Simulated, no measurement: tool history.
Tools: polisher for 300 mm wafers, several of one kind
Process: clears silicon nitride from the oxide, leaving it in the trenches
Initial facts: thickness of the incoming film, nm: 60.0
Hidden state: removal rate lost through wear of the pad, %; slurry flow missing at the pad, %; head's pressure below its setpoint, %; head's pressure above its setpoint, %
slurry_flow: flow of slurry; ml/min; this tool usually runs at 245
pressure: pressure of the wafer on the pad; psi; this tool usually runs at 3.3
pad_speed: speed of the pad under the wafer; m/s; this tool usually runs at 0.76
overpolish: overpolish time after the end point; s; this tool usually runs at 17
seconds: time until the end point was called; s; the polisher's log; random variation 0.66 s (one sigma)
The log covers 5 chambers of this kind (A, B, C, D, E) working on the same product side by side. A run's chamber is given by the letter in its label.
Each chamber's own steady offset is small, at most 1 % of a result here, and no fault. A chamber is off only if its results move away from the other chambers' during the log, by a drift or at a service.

run    day  slurry_flow  pressure  pad_speed  overpolish  wafers polished on this pad  hours since the slurry nozzle was cleaned  hours since the head pressure was calibrated  seconds
 1A  0.158          245       3.3       0.76          17                          492                                      426.6                                         370.8   62.764
 2D  0.462          245       3.3       0.76          17                         1415                                      154.4                                         495.1   61.824
 3B  0.750          245       3.3       0.76          17                         1329                                      617.7                                         165.5   62.482
     0.829  -- chamber E: worn pad replaced by a new one
 4C  0.979          245       3.3       0.76          17                          872                                       96.4                                         467.0   61.485
     1.012  -- chamber B: worn pad replaced by a new one
     1.142  -- chamber D: worn pad replaced by a new one
 5E  1.204          245       3.3       0.76          17                           89                                      266.9                                        1121.6   61.894
 6D  1.462          245       3.7       0.76          17                           75                                      178.4                                         519.1   55.065
 7E  1.704          245       3.7       0.76          17                          207                                      278.9                                        1133.6   54.620
 8C  1.946          245       3.7       0.76          17                         1100                                      119.6                                         490.2   54.714
 9A  2.154          245       3.7       0.76          17                          962                                      474.5                                         418.7   54.758
10B  2.442          245       3.7       0.76          17                          336                                      658.3                                         206.1   56.200
11A  2.592          245       3.3       0.76          17                         1065                                      485.0                                         429.2   61.085
12B  2.742          245       3.3       0.76          17                          407                                      665.5                                         213.3   62.252
     2.800  -- chamber D: slurry nozzle cleaned
     2.967  -- chamber B: slurry nozzle cleaned
13E  3.012          245       3.3       0.76          17                          515                                      310.3                                        1165.0   62.935
14D  3.279          245       3.3       0.76          17                          503                                       11.5                                         562.7   61.382
15C  3.533          245       3.3       0.76          17                         1474                                      157.7                                         528.3   61.222
     3.625  -- chamber C: worn pad replaced by a new one
16C  3.767          245       3.3       0.76          17                           34                                      163.3                                         533.9   60.956
     3.796  -- chamber A: worn pad replaced by a new one
17E  3.988          245       3.3       0.76          17                          745                                      333.7                                        1188.4   62.010
18B  4.196          245       3.3       0.76          17                          750                                       29.6                                         248.2   60.966
     4.317  -- chamber E: worn pad replaced by a new one
19D  4.467          245       3.3       0.76          17                          783                                       40.0                                         591.2   62.592
20A  4.658          245       3.3       0.76          17                          203                                      534.6                                         478.8   62.571
     4.754  -- chamber E: slurry nozzle cleaned
21B  4.883          245       3.3       0.76          17                          912                                       46.1                                         264.7   61.668
22E  5.200          245       3.3       0.76          17                          208                                       10.7                                        1217.5   62.758
23C  5.404          245       3.3       0.76          17                          419                                      202.6                                         573.2   61.033
24D  5.558          245       3.3       0.76          17                         1040                                       66.2                                         617.4   64.532
25A  5.721          245       3.3       0.76          17                          453                                      560.1                                         504.3   62.157
26E  6.038          245       3.3       0.76          17                          405                                       30.8                                        1237.6   63.096
     6.242  -- chamber B: worn pad replaced by a new one
27C  6.254          245       3.3       0.76          17                          620                                      223.0                                         593.6   61.387
28D  6.433          245       3.3       0.76          17                         1247                                       87.2                                         638.4   64.749
29A  6.625          245       3.3       0.76          17                          666                                      581.8                                         526.0   62.755
30B  6.929          245       3.3       0.76          17                          162                                       95.2                                         313.8   62.286
31D  7.167          245       3.7       0.76          17                         1419                                      104.8                                         656.0   57.930
32B  7.329          245       3.7       0.76          17                          256                                      104.8                                         323.4   55.955
33A  7.617          245       3.7       0.76          17                          900                                      605.6                                         549.8   54.608
     7.758  -- chamber C: head pressure recalibrated
34E  7.929          245       3.7       0.76          17                          851                                       76.2                                        1283.0   55.798
35C  8.083          245       3.7       0.76          17                         1051                                      266.9                                           7.8   54.378

Predict what each chamber gives when all 5 of them run the settings below next.
36A  8.317          245       3.3       0.76          17                                                                                                                              ?
36B  8.317          245       3.3       0.76          17                                                                                                                              ?
36C  8.317          245       3.3       0.76          17                                                                                                                              ?
36D  8.317          245       3.3       0.76          17                                                                                                                              ?
36E  8.317          245       3.3       0.76          17                                                                                                                              ?

run  seconds
36A   62.334
36B   62.257
36C   61.639
36D   66.897
36E   62.589
